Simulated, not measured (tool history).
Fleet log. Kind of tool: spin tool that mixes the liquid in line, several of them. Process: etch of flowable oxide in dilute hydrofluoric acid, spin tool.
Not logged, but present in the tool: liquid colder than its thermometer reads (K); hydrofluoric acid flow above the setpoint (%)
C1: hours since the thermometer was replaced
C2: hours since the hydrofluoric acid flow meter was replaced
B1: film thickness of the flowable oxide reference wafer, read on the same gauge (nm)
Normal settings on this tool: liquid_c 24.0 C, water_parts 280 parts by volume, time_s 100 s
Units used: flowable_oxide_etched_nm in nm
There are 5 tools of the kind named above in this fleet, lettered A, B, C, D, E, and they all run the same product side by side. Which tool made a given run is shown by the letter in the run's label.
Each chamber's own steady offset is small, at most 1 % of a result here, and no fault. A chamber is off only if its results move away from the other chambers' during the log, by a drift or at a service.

{"run": "1A", "hour": 8.3, "liquid_c": 24.0, "water_parts": 280, "time_s": 100, "C1": 633.0, "C2": 1263.3, "B1": 149.99, "flowable_oxide_etched_nm": 20.398}
{"run": "2D", "hour": 15.6, "liquid_c": 24.0, "water_parts": 280, "time_s": 100, "C1": 479.8, "C2": 1365.2, "B1": 150.0, "flowable_oxide_etched_nm": 20.291}
{"run": "3C", "hour": 22.7, "liquid_c": 24.0, "water_parts": 280, "time_s": 100, "C1": 1051.0, "C2": 50.7, "B1": 149.97, "flowable_oxide_etched_nm": 19.987}
{"run": "4B", "hour": 29.5, "liquid_c": 24.0, "water_parts": 280, "time_s": 100, "C1": 851.6, "C2": 1264.3, "B1": 150.02, "flowable_oxide_etched_nm": 19.736}
{"hour": 32.4, "done": "chamber E: hydrofluoric acid flow meter replaced"}
{"run": "5E", "hour": 39.8, "liquid_c": 24.0, "water_parts": 280, "time_s": 100, "C1": 321.5, "C2": 7.4, "B1": 150.02, "flowable_oxide_etched_nm": 20.411}
{"run": "6A", "hour": 49.9, "liquid_c": 24.0, "water_parts": 280, "time_s": 100, "C1": 674.6, "C2": 1304.9, "B1": 149.98, "flowable_oxide_etched_nm": 20.375}
{"run": "7E", "hour": 60.1, "liquid_c": 27.0, "water_parts": 220, "time_s": 100, "C1": 341.8, "C2": 27.7, "B1": 150.0, "flowable_oxide_etched_nm": 30.445}
{"run": "8C", "hour": 66.5, "liquid_c": 27.0, "water_parts": 220, "time_s": 100, "C1": 1094.8, "C2": 94.5, "B1": 150.0, "flowable_oxide_etched_nm": 30.549}
{"run": "9D", "hour": 74.7, "liquid_c": 27.0, "water_parts": 220, "time_s": 100, "C1": 538.9, "C2": 1424.3, "B1": 150.02, "flowable_oxide_etched_nm": 30.419}
{"run": "10B", "hour": 84.5, "liquid_c": 27.0, "water_parts": 220, "time_s": 100, "C1": 906.6, "C2": 1319.3, "B1": 149.96, "flowable_oxide_etched_nm": 29.924}
{"run": "11E", "hour": 89.1, "liquid_c": 27.0, "water_parts": 220, "time_s": 100, "C1": 370.8, "C2": 56.7, "B1": 149.98, "flowable_oxide_etched_nm": 30.198}
{"run": "12D", "hour": 95.4, "liquid_c": 24.0, "water_parts": 280, "time_s": 100, "C1": 559.6, "C2": 1445.0, "B1": 150.0, "flowable_oxide_etched_nm": 20.186}
{"run": "13C", "hour": 105.0, "liquid_c": 24.0, "water_parts": 280, "time_s": 100, "C1": 1133.3, "C2": 133.0, "B1": 149.99, "flowable_oxide_etched_nm": 20.154}
{"run": "14A", "hour": 113.3, "liquid_c": 24.0, "water_parts": 280, "time_s": 100, "C1": 738.0, "C2": 1368.3, "B1": 149.98, "flowable_oxide_etched_nm": 20.411}
{"hour": 114.1, "done": "chamber D: hydrofluoric acid flow meter replaced"}
{"run": "15B", "hour": 118.5, "liquid_c": 24.0, "water_parts": 325, "time_s": 65, "C1": 940.6, "C2": 1353.3, "B1": 150.01, "flowable_oxide_etched_nm": 10.53}
{"run": "16B", "hour": 128.5, "liquid_c": 24.0, "water_parts": 325, "time_s": 65, "C1": 950.6, "C2": 1363.3, "B1": 150.04, "flowable_oxide_etched_nm": 10.623}
{"run": "17E", "hour": 133.2, "liquid_c": 24.0, "water_parts": 325, "time_s": 65, "C1": 414.9, "C2": 100.8, "B1": 149.97, "flowable_oxide_etched_nm": 10.68}
{"run": "18A", "hour": 141.9, "liquid_c": 24.0, "water_parts": 325, "time_s": 65, "C1": 766.6, "C2": 1396.9, "B1": 150.0, "flowable_oxide_etched_nm": 10.972}
{"run": "19C", "hour": 150.9, "liquid_c": 24.0, "water_parts": 325, "time_s": 65, "C1": 1179.2, "C2": 178.9, "B1": 150.02, "flowable_oxide_etched_nm": 10.976}
{"run": "20D", "hour": 160.0, "liquid_c": 24.0, "water_parts": 280, "time_s": 100, "C1": 624.2, "C2": 45.9, "B1": 149.98, "flowable_oxide_etched_nm": 20.466}
{"run": "21E", "hour": 170.1, "liquid_c": 24.0, "water_parts": 280, "time_s": 100, "C1": 451.8, "C2": 137.7, "B1": 150.01, "flowable_oxide_etched_nm": 19.547}
{"hour": 171.2, "done": "chamber D: thermometer replaced"}
{"run": "22C", "hour": 176.8, "liquid_c": 24.0, "water_parts": 280, "time_s": 100, "C1": 1205.1, "C2": 204.8, "B1": 150.03, "flowable_oxide_etched_nm": 20.613}
{"run": "23B", "hour": 183.9, "liquid_c": 24.0, "water_parts": 280, "time_s": 80, "C1": 1006.0, "C2": 1418.7, "B1": 149.99, "flowable_oxide_etched_nm": 15.971}
{"run": "24A", "hour": 194.1, "liquid_c": 24.0, "water_parts": 280, "time_s": 80, "C1": 818.8, "C2": 1449.1, "B1": 150.01, "flowable_oxide_etched_nm": 16.33}
{"run": "25D", "hour": 199.0, "liquid_c": 24.0, "water_parts": 280, "time_s": 80, "C1": 27.8, "C2": 84.9, "B1": 149.99, "flowable_oxide_etched_nm": 16.313}
{"run": "26A", "hour": 209.3, "liquid_c": 24.0, "water_parts": 280, "time_s": 80, "C1": 834.0, "C2": 1464.3, "B1": 150.01, "flowable_oxide_etched_nm": 16.173}
{"run": "27E", "hour": 219.0, "liquid_c": 24.0, "water_parts": 280, "time_s": 80, "C1": 500.7, "C2": 186.6, "B1": 150.01, "flowable_oxide_etched_nm": 15.75}
{"run": "28B", "hour": 229.3, "liquid_c": 24.0, "water_parts": 280, "time_s": 100, "C1": 1051.4, "C2": 1464.1, "B1": 149.97, "flowable_oxide_etched_nm": 19.634}
{"run": "29C", "hour": 237.0, "liquid_c": 24.0, "water_parts": 280, "time_s": 100, "C1": 1265.3, "C2": 265.0, "B1": 149.97, "flowable_oxide_etched_nm": 20.279}
{"run": "30D", "hour": 245.5, "liquid_c": 24.0, "water_parts": 280, "time_s": 100, "C1": 74.3, "C2": 131.4, "B1": 149.97, "flowable_oxide_etched_nm": 20.528}
{"run": "31C", "hour": 252.9, "liquid_c": 24.0, "water_parts": 280, "time_s": 100, "C1": 1281.2, "C2": 280.9, "B1": 150.02, "flowable_oxide_etched_nm": 20.34}
{"run": "32A", "hour": 257.9, "liquid_c": 24.0, "water_parts": 280, "time_s": 100, "C1": 882.6, "C2": 1512.9, "B1": 150.0, "flowable_oxide_etched_nm": 20.544}
{"run": "33E", "hour": 265.8, "liquid_c": 24.0, "water_parts": 280, "time_s": 100, "C1": 547.5, "C2": 233.4, "B1": 150.0, "flowable_oxide_etched_nm": 19.601}
{"run": "34B", "hour": 275.0, "liquid_c": 20.5, "water_parts": 280, "time_s": 100, "C1": 1097.1, "C2": 1509.8, "B1": 150.02, "flowable_oxide_etched_nm": 17.579}
{"run": "35D", "hour": 280.6, "liquid_c": 20.5, "water_parts": 280, "time_s": 100, "C1": 109.4, "C2": 166.5, "B1": 149.97, "flowable_oxide_etched_nm": 17.994}
{"run": "36C", "hour": 289.0, "liquid_c": 20.5, "water_parts": 280, "time_s": 100, "C1": 1317.3, "C2": 317.0, "B1": 149.99, "flowable_oxide_etched_nm": 17.841}
{"run": "37A", "hour": 297.6, "liquid_c": 20.5, "water_parts": 280, "time_s": 100, "C1": 922.3, "C2": 1552.6, "B1": 149.99, "flowable_oxide_etched_nm": 17.897}

Each of the 5 chambers runs these same settings next. Fill in every chamber's results:
{"run": "38A", "hour": 305.0, "liquid_c": 24.0, "water_parts": 280, "time_s": 75, "flowable_oxide_etched_nm": "?"}
{"run": "38B", "hour": 305.0, "liquid_c": 24.0, "water_parts": 280, "time_s": 75, "flowable_oxide_etched_nm": "?"}
{"run": "38C", "hour": 305.0, "liquid_c": 24.0, "water_parts": 280, "time_s": 75, "flowable_oxide_etched_nm": "?"}
{"run": "38D", "hour": 305.0, "liquid_c": 24.0, "water_parts": 280, "time_s": 75, "flowable_oxide_etched_nm": "?"}
{"run": "38E", "hour": 305.0, "liquid_c": 24.0, "water_parts": 280, "time_s": 75, "flowable_oxide_etched_nm": "?"}

run=38A flowable_oxide_etched_nm=15.325
run=38B flowable_oxide_etched_nm=14.907
run=38C flowable_oxide_etched_nm=15.183
run=38D flowable_oxide_etched_nm=15.192
run=38E flowable_oxide_etched_nm=14.470
